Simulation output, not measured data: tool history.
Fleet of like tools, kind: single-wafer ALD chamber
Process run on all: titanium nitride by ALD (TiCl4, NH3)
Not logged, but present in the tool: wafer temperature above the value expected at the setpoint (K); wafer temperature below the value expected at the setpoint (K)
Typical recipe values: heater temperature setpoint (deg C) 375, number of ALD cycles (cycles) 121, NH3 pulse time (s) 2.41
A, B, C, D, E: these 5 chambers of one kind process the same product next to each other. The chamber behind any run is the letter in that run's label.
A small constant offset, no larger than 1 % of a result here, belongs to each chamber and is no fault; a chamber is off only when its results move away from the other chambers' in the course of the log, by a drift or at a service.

run,day,heater temperature setpoint (deg C),number of ALD cycles (cycles),NH3 pulse time (s),hours since the last thermocouple change,"read-back reference wafer on the same gauge, thickness_nm",mean film thickness on the monitor wafer (Å)
1D,0.171,375,121,2.41,642.8,2.9096,26.313
2C,0.467,375,121,2.41,139.0,2.9082,26.235
3B,0.617,375,121,2.41,1908.3,2.9101,26.338
4A,0.938,375,121,2.41,657.0,2.9084,26.125
5E,1.188,375,121,2.41,1013.2,2.9072,26.338
6A,1.392,375,121,2.41,667.9,2.9085,26.154
7C,1.533,375,110,2.41,164.6,2.9076,23.884
8E,1.846,375,110,2.41,1029.0,2.9055,23.919
9D,2.075,375,110,2.41,688.5,2.9061,23.902
10B,2.396,375,110,2.41,1951.0,2.9049,23.967
11D,2.567,375,110,2.41,700.3,2.9046,23.917
12A,2.758,375,121,2.41,700.7,2.9052,26.190
13B,2.958,375,121,2.41,1964.5,2.9045,26.282
14E,3.225,375,121,2.41,1062.1,2.9044,26.299
15C,3.471,375,121,2.41,211.1,2.9028,26.305
16D,3.733,375,121,2.02,728.3,2.9029,26.032
17E,3.979,375,121,2.02,1080.2,2.9013,25.974
18B,4.279,375,121,2.02,1996.2,2.9018,26.025
19A,4.521,375,121,2.02,743.0,2.9000,25.794
20C,4.667,375,121,2.02,239.8,2.9015,25.945
21B,4.921,375,121,2.41,2011.6,2.9005,26.260
22C,5.242,375,121,2.41,253.6,2.8986,26.219
23A,5.538,375,121,2.41,767.4,2.8988,26.142
24D,5.738,375,121,2.41,776.4,2.8986,26.277
25E,6.017,375,121,2.41,1129.1,2.8979,26.209
26E,6.204,389,121,1.62,1133.6,2.8983,26.009
27B,6.446,389,121,1.62,2048.2,2.8976,26.011
28D,6.696,389,121,1.62,799.4,2.8981,25.981
29C,6.946,389,121,1.62,294.5,2.8973,25.987
30A,7.129,389,121,1.62,805.6,2.8946,25.843
31C,7.392,375,135,1.54,305.2,2.8950,28.429
32B,7.650,375,135,1.54,2077.1,2.8953,28.486
33D,7.896,375,135,1.54,828.2,2.8939,28.404
34E,8.200,375,135,1.54,1181.5,2.8930,28.449
35A,8.342,375,135,1.54,834.7,2.8957,28.161
36D,8.608,375,121,2.41,845.3,2.8937,26.221
37C,8.925,375,121,2.41,342.0,2.8937,26.192
38B,9.212,375,121,2.41,2114.6,2.8933,26.141

Is one chamber off against the others, does the gauge drift, or is nothing wrong? If a chamber is off, say which, and what the likeliest cause is.

None of the chambers is off. What moves is the gauge, dragging all their readings along together.
Likeliest cause: gauge reads low (%) = 0.632.

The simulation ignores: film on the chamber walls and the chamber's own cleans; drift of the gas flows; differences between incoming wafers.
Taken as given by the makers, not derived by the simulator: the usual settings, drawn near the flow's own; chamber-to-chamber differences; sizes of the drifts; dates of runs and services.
